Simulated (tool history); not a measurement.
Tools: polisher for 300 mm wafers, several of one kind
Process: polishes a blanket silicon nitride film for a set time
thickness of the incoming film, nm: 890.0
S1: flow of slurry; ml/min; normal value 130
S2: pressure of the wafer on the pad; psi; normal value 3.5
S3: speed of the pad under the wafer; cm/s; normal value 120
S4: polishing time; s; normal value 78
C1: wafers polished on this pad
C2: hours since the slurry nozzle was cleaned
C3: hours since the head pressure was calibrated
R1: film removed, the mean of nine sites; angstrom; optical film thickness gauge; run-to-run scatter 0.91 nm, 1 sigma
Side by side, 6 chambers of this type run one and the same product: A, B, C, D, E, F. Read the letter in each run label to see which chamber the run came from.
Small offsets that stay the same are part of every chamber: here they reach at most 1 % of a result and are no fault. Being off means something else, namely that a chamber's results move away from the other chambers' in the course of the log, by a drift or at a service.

Run 1E, hour 6.3: usual settings; C1 845; C2 306.3; C3 839.9. Result: R1 1397.8 angstrom.
Run 2A, hour 9.8: usual settings; C1 418; C2 498.1; C3 1310.4. Result: R1 1369.5 angstrom.
At hour 12.3: chamber E: worn pad replaced by a new one.
Run 3D, hour 15.9: usual settings; C1 662; C2 27.1; C3 104. Result: R1 1417.6 angstrom.
Run 4F, hour 22: usual settings; C1 938; C2 111.5; C3 222.6. Result: R1 1396.5 angstrom.
Run 5C, hour 25.4: usual settings; C1 1013; C2 377.8; C3 402.6. Result: R1 1373.3 angstrom.
At hour 30.2: chamber E: head pressure recalibrated.
Run 6B, hour 31.3: usual settings; C1 886; C2 145.2; C3 457.8. Result: R1 1392.3 angstrom.
Run 7A, hour 35.5: usual settings; C1 696; C2 523.8; C3 1336.1. Result: R1 1387.8 angstrom.
At hour 39.1: chamber D: worn pad replaced by a new one.
Run 8F, hour 40.7: usual settings; C1 1140; C2 130.2; C3 241.3. Result: R1 1397.9 angstrom.
At hour 40.9: chamber A: worn pad replaced by a new one.
Run 9B, hour 45: usual settings but S1 170 ml/min, S2 2.5 psi; C1 1034; C2 158.9; C3 471.5. Result: R1 1028.3 angstrom.
At hour 48.8: chamber C: worn pad replaced by a new one.
At hour 51.5: chamber B: worn pad replaced by a new one.
Run 10D, hour 51.5: usual settings but S1 170 ml/min, S2 2.5 psi; C1 134; C2 62.7; C3 139.6. Result: R1 1050.4 angstrom.
Run 11E, hour 57: usual settings but S1 170 ml/min, S2 2.5 psi; C1 483; C2 357; C3 26.9. Result: R1 1033.6 angstrom.
Run 12C, hour 60.2: usual settings but S1 170 ml/min, S2 2.5 psi; C1 123; C2 412.6; C3 437.4. Result: R1 1036.6 angstrom.
Run 13D, hour 66.3: usual settings but S1 170 ml/min, S2 2.5 psi; C1 294; C2 77.5; C3 154.4. Result: R1 1039.5 angstrom.
Run 14B, hour 69.5: usual settings but S1 170 ml/min, S2 2.5 psi; C1 195; C2 183.4; C3 496. Result: R1 1028.7 angstrom.
At hour 72.2: chamber F: worn pad replaced by a new one.
Run 15C, hour 74.8: usual settings but S3 86 cm/s, S4 68 s; C1 281; C2 427.2; C3 452. Result: R1 925.77 angstrom.
Run 16E, hour 78.3: usual settings but S3 86 cm/s, S4 68 s; C1 713; C2 378.3; C3 48.2. Result: R1 931.89 angstrom.
Run 17A, hour 82.2: usual settings but S3 86 cm/s, S4 68 s; C1 446; C2 570.5; C3 1382.8. Result: R1 927.63 angstrom.
Run 18F, hour 88: usual settings but S3 86 cm/s, S4 68 s; C1 171; C2 177.5; C3 288.6. Result: R1 927.42 angstrom.
At hour 89.5: chamber A: head pressure recalibrated.
Run 19C, hour 93.5: usual settings but S3 86 cm/s, S4 68 s; C1 483; C2 445.9; C3 470.7. Result: R1 930.63 angstrom.
Run 20B, hour 98.1: usual settings but S3 86 cm/s, S4 68 s; C1 503; C2 212; C3 524.6. Result: R1 916.08 angstrom.
Run 21E, hour 104.3: usual settings but S2 2.6 psi; C1 994; C2 404.3; C3 74.2. Result: R1 1011.4 angstrom.
At hour 106.4: chamber A: worn pad replaced by a new one.
At hour 106.4: chamber E: worn pad replaced by a new one.
Run 22D, hour 111.2: usual settings but S2 2.6 psi; C1 779; C2 122.4; C3 199.3. Result: R1 1025 angstrom.
Run 23A, hour 117.1: usual settings but S2 2.6 psi; C1 115; C2 605.4; C3 27.6. Result: R1 1107 angstrom.
At hour 117.5: chamber F: head pressure recalibrated.
Run 24F, hour 121.2: usual settings but S2 2.6 psi; C1 530; C2 210.7; C3 3.7. Result: R1 1035.5 angstrom.
Run 25B, hour 125.1: usual settings but S2 2.6 psi; C1 795; C2 239; C3 551.6. Result: R1 1027.9 angstrom.
Run 26F, hour 130.1: usual settings but S2 2.6 psi; C1 626; C2 219.6; C3 12.6. Result: R1 1035 angstrom.
At hour 133.1: chamber D: worn pad replaced by a new one.
Run 27C, hour 135.6: usual settings but S1 170 ml/min; C1 938; C2 488; C3 512.8. Result: R1 1433.2 angstrom.
Run 28E, hour 142.1: usual settings but S1 170 ml/min; C1 386; C2 442.1; C3 112. Result: R1 1451.5 angstrom.
Run 29A, hour 148.7: usual settings but S1 170 ml/min; C1 457; C2 637; C3 59.2. Result: R1 1536.9 angstrom.
Run 30D, hour 155.8: usual settings but S1 170 ml/min; C1 245; C2 167; C3 243.9. Result: R1 1477.4 angstrom.
Run 31F, hour 160: usual settings but S1 170 ml/min; C1 949; C2 249.5; C3 42.5. Result: R1 1445.9 angstrom.
At hour 162: chamber A: worn pad replaced by a new one.
Run 32D, hour 164.9: usual settings but S1 170 ml/min; C1 344; C2 176.1; C3 253. Result: R1 1463.3 angstrom.
At hour 165.5: chamber B: worn pad replaced by a new one.
At hour 166.9: chamber A: slurry nozzle cleaned.
Run 33B, hour 170.1: usual settings; C1 49; C2 284; C3 596.6. Result: R1 1386 angstrom.
At hour 172.3: chamber C: worn pad replaced by a new one.
At hour 173: chamber D: head pressure recalibrated.
Run 34E, hour 174.1: usual settings; C1 731; C2 474.1; C3 144. Result: R1 1388.1 angstrom.
Run 35C, hour 179.2: usual settings; C1 75; C2 531.6; C3 556.4. Result: R1 1366 angstrom.
Run 36A, hour 185.7: usual settings; C1 256; C2 18.8; C3 96.2. Result: R1 1486.1 angstrom.
Run 37B, hour 188.8: usual settings; C1 251; C2 302.7; C3 615.3. Result: R1 1367.4 angstrom.
Run 38D, hour 193.4: usual settings; C1 651; C2 204.6; C3 20.5. Result: R1 1413.4 angstrom.
Run 39F, hour 197.5: usual settings; C1 1354; C2 287; C3 80. Result: R1 1381.1 angstrom.

All 6 chambers run these settings next. Forecast each chamber's results:
Run 40A, hour 202.6: usual settings. Result: R1 ?.
Run 40B, hour 202.6: usual settings. Result: R1 ?.
Run 40C, hour 202.6: usual settings. Result: R1 ?.
Run 40D, hour 202.6: usual settings. Result: R1 ?.
Run 40E, hour 202.6: usual settings. Result: R1 ?.
Run 40F, hour 202.6: usual settings. Result: R1 ?.

run      R1
40A    1481
40B  1381.7
40C  1375.2
40D  1384.5
40E  1394.8
40F    1374
